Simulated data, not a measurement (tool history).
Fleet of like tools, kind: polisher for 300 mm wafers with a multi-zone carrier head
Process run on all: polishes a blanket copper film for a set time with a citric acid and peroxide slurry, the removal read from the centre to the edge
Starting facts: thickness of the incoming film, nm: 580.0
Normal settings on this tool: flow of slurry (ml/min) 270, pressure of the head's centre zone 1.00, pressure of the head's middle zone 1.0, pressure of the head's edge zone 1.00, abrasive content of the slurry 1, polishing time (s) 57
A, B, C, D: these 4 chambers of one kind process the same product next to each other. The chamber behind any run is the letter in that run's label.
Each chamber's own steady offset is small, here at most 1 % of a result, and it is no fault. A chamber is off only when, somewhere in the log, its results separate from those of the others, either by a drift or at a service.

run,day,flow of slurry (ml/min),pressure of the head's centre zone,pressure of the head's middle zone,pressure of the head's edge zone,abrasive content of the slurry,polishing time (s),wafers polished on this pad,hours since the slurry nozzle was cleaned,hours since the centre zone pressure was calibrated,hours since the edge zone pressure was calibrated,film removed at the wafer's centre (Å),film removed at mid-radius (Å),film removed at the wafer's edge (Å)
# day 0.188: chamber C: worn pad replaced by a new one
1C,0.454,270,1.00,1.0,1.00,1,57,68,307.2,370.2,520.7,1859.6,1842.3,1817.1
2D,0.892,270,1.00,1.0,1.00,1,57,870,159.9,823.4,389.3,1815.2,1810.5,1833.5
# day 1.171: chamber D: worn pad replaced by a new one
3A,1.404,270,1.00,1.0,1.00,1,57,822,177.2,388.2,248.6,1837.6,1853.2,1853.6
4B,1.871,270,1.00,1.0,1.00,1,57,1072,201.6,351.5,983.5,1852.4,1820.7,1816.1
# day 2.183: chamber B: worn pad replaced by a new one
5C,2.388,270,1.00,1.0,1.00,1,57,561,353.6,416.6,567.1,1855.7,1835.6,1826.5
6A,2.700,270,1.00,1.0,1.00,1,57,1152,208.3,419.3,279.7,1855.7,1826.8,1837.9
# day 2.858: chamber C: worn pad replaced by a new one
7D,3.175,270,1.00,1.0,1.00,1,57,511,214.7,878.2,444.1,1816.7,1831.3,1815.2
8B,3.600,345,1.00,0.9,1.00,1,57,361,243.1,393.0,1025.0,1909.1,1694.2,1931.8
9C,4.004,345,1.00,0.9,1.00,1,57,292,392.4,455.4,605.9,1893.7,1702.2,1881.0
10A,4.329,345,1.00,0.9,1.00,1,57,1567,247.4,458.4,318.8,1856.1,1691.7,1862.0
# day 4.775: chamber C: edge zone pressure recalibrated
# day 4.796: chamber D: worn pad replaced by a new one
11D,4.821,345,1.00,0.9,1.00,1,57,6,254.2,917.7,483.6,1886.5,1706.4,1877.6
12B,5.154,270,1.00,1.0,1.00,1,57,757,280.4,430.3,1062.3,1845.8,1831.5,1844.8
# day 5.579: chamber C: worn pad replaced by a new one
13D,5.662,270,1.00,1.0,1.00,1,57,221,274.4,937.9,503.8,1830.5,1812.9,1864.2
# day 6.133: chamber B: worn pad replaced by a new one
14A,6.192,270,1.00,1.0,1.00,1,57,2042,292.1,503.1,363.5,1834.7,1812.6,1802.9
15C,6.725,270,1.00,1.0,1.00,1,57,292,457.7,520.7,46.9,1832.7,1838.3,1850.6
16B,7.188,270,1.00,1.0,1.00,1,57,268,329.2,479.1,1111.1,1867.1,1818.3,1851.2
# day 7.250: chamber C: slurry nozzle cleaned
17C,7.417,270,1.00,1.0,1.00,1,57,468,4.1,537.3,63.5,1827.3,1843.4,1838.4
# day 7.925: chamber D: worn pad replaced by a new one
18D,7.946,270,1.00,1.0,1.00,1,57,5,329.2,992.7,558.6,1864.8,1805.7,1782.2
# day 8.058: chamber C: worn pad replaced by a new one
19B,8.454,270,1.00,1.0,0.91,1,57,591,359.6,509.5,1141.5,1848.4,1829.2,1740.0
# day 8.562: chamber D: centre zone pressure recalibrated
20A,8.804,270,1.00,1.0,0.91,1,57,2708,354.8,565.8,426.2,1811.5,1782.1,1719.2
21C,9.146,270,1.00,1.0,0.91,1,57,277,45.6,578.8,105.0,1818.8,1839.3,1762.2
22B,9.446,270,1.00,1.0,0.91,1,57,844,383.4,533.3,1165.3,1851.4,1821.3,1781.6
23D,9.717,270,1.00,1.0,1.00,1,57,456,371.7,27.7,601.1,1825.6,1816.6,1791.2
# day 10.004: chamber B: worn pad replaced by a new one
24A,10.208,270,1.00,1.0,1.00,1,57,3066,388.5,599.5,459.9,1786.8,1780.9,1815.5
# day 10.396: chamber C: worn pad replaced by a new one
25A,10.712,270,1.00,1.0,1.00,1,57,3194,400.6,611.6,472.0,1789.4,1763.3,1781.7
26C,10.992,270,1.00,1.0,1.00,1,57,152,89.9,623.1,149.3,1833.9,1835.0,1831.6
27B,11.500,220,1.00,1.0,1.04,1,57,382,432.7,582.6,1214.6,1801.2,1783.8,1849.4
# day 11.754: chamber D: slurry nozzle cleaned
# day 11.779: chamber D: worn pad replaced by a new one
28D,12.033,220,1.00,1.0,1.04,1,57,65,6.7,83.3,656.7,1777.7,1786.1,1845.7
29D,12.546,220,1.00,1.0,1.04,1,57,195,19.0,95.6,669.0,1795.1,1797.0,1822.8

For the next run the whole fleet of 4 chambers uses the same settings. Give each chamber's results:
30A,12.929,270,1.05,1.0,1.00,1,57,,,,,?,?,?
30B,12.929,270,1.05,1.0,1.00,1,57,,,,,?,?,?
30C,12.929,270,1.05,1.0,1.00,1,57,,,,,?,?,?
30D,12.929,270,1.05,1.0,1.00,1,57,,,,,?,?,?

run,film removed at the wafer's centre (Å),film removed at mid-radius (Å),film removed at the wafer's edge (Å)
30A,1854.1,1758.0,1754.2
30B,1956.0,1802.6,1855.1
30C,1963.1,1853.5,1815.6
30D,1931.4,1822.4,1857.8
